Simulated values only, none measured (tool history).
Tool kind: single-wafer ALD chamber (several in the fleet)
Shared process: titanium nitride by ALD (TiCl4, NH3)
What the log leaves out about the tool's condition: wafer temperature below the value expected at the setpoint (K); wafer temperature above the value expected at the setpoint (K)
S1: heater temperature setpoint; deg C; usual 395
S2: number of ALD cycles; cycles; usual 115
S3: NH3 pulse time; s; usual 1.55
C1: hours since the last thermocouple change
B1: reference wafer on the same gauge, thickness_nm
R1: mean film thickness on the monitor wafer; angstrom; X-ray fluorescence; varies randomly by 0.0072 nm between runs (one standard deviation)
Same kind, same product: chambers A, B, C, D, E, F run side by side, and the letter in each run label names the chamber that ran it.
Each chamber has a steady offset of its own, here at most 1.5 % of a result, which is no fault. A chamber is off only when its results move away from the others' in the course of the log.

run,day,S1,S2,S3,C1,B1,R1
1F,0.204,395,115,1.55,1042.9,2.9699,25.196
2B,0.462,395,115,1.55,1074.4,2.9715,24.932
3A,0.708,395,115,1.55,2042.8,2.9695,24.986
4E,0.854,395,115,1.55,507.0,2.9708,25.010
5D,1.088,395,115,1.55,49.8,2.9729,24.787
6C,1.283,395,115,1.55,175.6,2.9718,25.188
7F,1.504,384,115,1.55,1074.1,2.9722,24.816
8E,1.629,384,115,1.55,525.6,2.9719,24.492
9D,1.762,384,115,1.55,66.0,2.9695,24.313
10C,2.029,384,115,1.55,193.5,2.9699,24.925
11B,2.204,384,115,1.55,1116.2,2.9705,24.751
12A,2.479,384,115,1.55,2085.3,2.9697,24.568
13A,2.683,395,115,1.55,2090.2,2.9679,24.852
14F,2.875,395,115,1.55,1107.0,2.9721,25.182
15B,3.146,395,115,1.55,1138.8,2.9675,25.118
16D,3.412,395,115,1.55,105.6,2.9695,24.644
17E,3.688,395,115,1.55,575.0,2.9691,24.925
18C,3.883,395,115,1.55,238.0,2.9700,25.216
19D,4.133,395,115,1.55,122.9,2.9693,24.679
20C,4.371,403,115,1.55,249.7,2.9693,25.549
21B,4.621,403,115,1.55,1174.2,2.9734,25.331
22F,4.879,403,115,1.55,1155.1,2.9706,25.298
23E,5.129,403,115,1.55,609.6,2.9700,25.060
24A,5.388,403,115,1.55,2155.1,2.9720,25.101
25A,5.633,403,115,1.55,2161.0,2.9707,25.184
26D,5.862,395,115,1.55,164.4,2.9674,24.903
27F,6.062,395,115,1.55,1183.5,2.9705,25.150
28E,6.221,395,115,1.55,635.8,2.9700,24.843
29B,6.408,395,115,1.55,1217.1,2.9709,25.130
30C,6.662,395,115,1.55,304.7,2.9697,25.252
31B,6.800,395,115,1.55,1226.5,2.9687,25.001
32C,7.054,395,115,1.55,314.1,2.9694,25.214
33A,7.312,395,115,1.55,2201.3,2.9703,24.986
34F,7.450,395,115,1.55,1216.8,2.9687,25.007
35E,7.700,395,115,1.55,671.3,2.9681,25.013
36D,7.942,395,115,1.55,214.3,2.9687,24.678
37E,8.179,395,115,1.55,682.8,2.9709,24.963
38B,8.396,395,115,1.55,1264.8,2.9682,25.005
39F,8.562,402,115,1.09,1243.5,2.9701,24.984
40D,8.821,402,115,1.09,235.4,2.9667,24.554
41A,9.029,402,115,1.09,2242.5,2.9687,24.711
42C,9.208,402,115,1.09,365.8,2.9707,25.016
43E,9.438,402,115,1.09,713.0,2.9724,24.770

Next, all 6 chambers run the settings below, one line each with question marks for the results. What does each chamber give?
44A,9.642,389,115,1.55,,,?
44B,9.642,389,115,1.55,,,?
44C,9.642,389,115,1.55,,,?
44D,9.642,389,115,1.55,,,?
44E,9.642,389,115,1.55,,,?
44F,9.642,389,115,1.55,,,?

run,R1
44A,24.918
44B,24.962
44C,25.086
44D,24.579
44E,24.667
44F,25.030
